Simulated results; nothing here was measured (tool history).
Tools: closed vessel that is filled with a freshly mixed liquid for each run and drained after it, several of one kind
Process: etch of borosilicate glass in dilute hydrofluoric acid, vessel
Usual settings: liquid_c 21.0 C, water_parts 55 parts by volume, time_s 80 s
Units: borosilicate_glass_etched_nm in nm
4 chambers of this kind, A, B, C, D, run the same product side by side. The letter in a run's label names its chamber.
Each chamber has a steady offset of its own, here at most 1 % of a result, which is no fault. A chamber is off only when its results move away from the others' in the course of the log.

run	hour	liquid_c	water_parts	time_s	hours since the thermometer was replaced	hours since the hydrofluoric acid flow meter was replaced	read-back film thickness of the borosilicate glass reference wafer, read on the same gauge (nm)	borosilicate_glass_etched_nm
1B	10.0	21.0	55	80	1860.1	564.8	69.992	56.716
2A	15.2	21.0	55	80	2421.0	566.8	69.996	57.634
3C	20.5	21.0	55	80	593.6	269.1	69.997	56.871
4D	25.0	21.0	55	80	910.9	1661.4	70.006	56.420
5A	29.8	19.5	55	80	2435.6	581.4	69.996	52.360
# hour 30.2: chamber A: thermometer replaced
6D	35.3	19.5	55	80	921.2	1671.7	69.999	52.735
7B	45.5	19.5	55	80	1895.6	600.3	70.021	52.855
8C	53.6	19.5	55	80	626.7	302.2	70.011	52.992
9B	60.7	21.0	55	80	1910.8	615.5	70.005	57.200
10A	68.9	21.0	55	80	38.7	620.5	69.994	56.039
11D	75.8	21.0	55	80	961.7	1712.2	70.009	55.810
12C	81.5	21.0	55	80	654.6	330.1	70.010	55.015
13A	86.2	21.0	55	80	56.0	637.8	69.988	56.543
14B	91.4	21.0	55	80	1941.5	646.2	70.019	56.727
15C	98.9	21.0	55	80	672.0	347.5	70.014	54.830
16D	107.0	21.0	55	80	992.9	1743.4	70.004	57.033
17D	113.4	21.0	55	80	999.3	1749.8	69.992	56.854
18C	123.0	23.5	30	80	696.1	371.6	70.000	116.340
19A	132.9	23.5	30	80	102.7	684.5	70.009	121.380
20B	143.1	23.5	30	80	1993.2	697.9	69.991	118.730
21A	151.4	23.5	30	80	121.2	703.0	70.013	120.580
22C	158.5	21.0	55	80	731.6	407.1	69.985	55.170
23D	164.0	21.0	55	80	1049.9	1800.4	70.008	56.096
24B	169.2	21.0	45	50	2019.3	724.0	69.978	43.630
25C	175.6	21.0	45	50	748.7	424.2	69.996	41.664

All 4 chambers run these settings next. Forecast each chamber's results:
26A	183.1	21.0	55	80				?
26B	183.1	21.0	55	80				?
26C	183.1	21.0	55	80				?
26D	183.1	21.0	55	80				?

run	borosilicate_glass_etched_nm
26A	56.923
26B	56.317
26C	53.730
26D	56.202
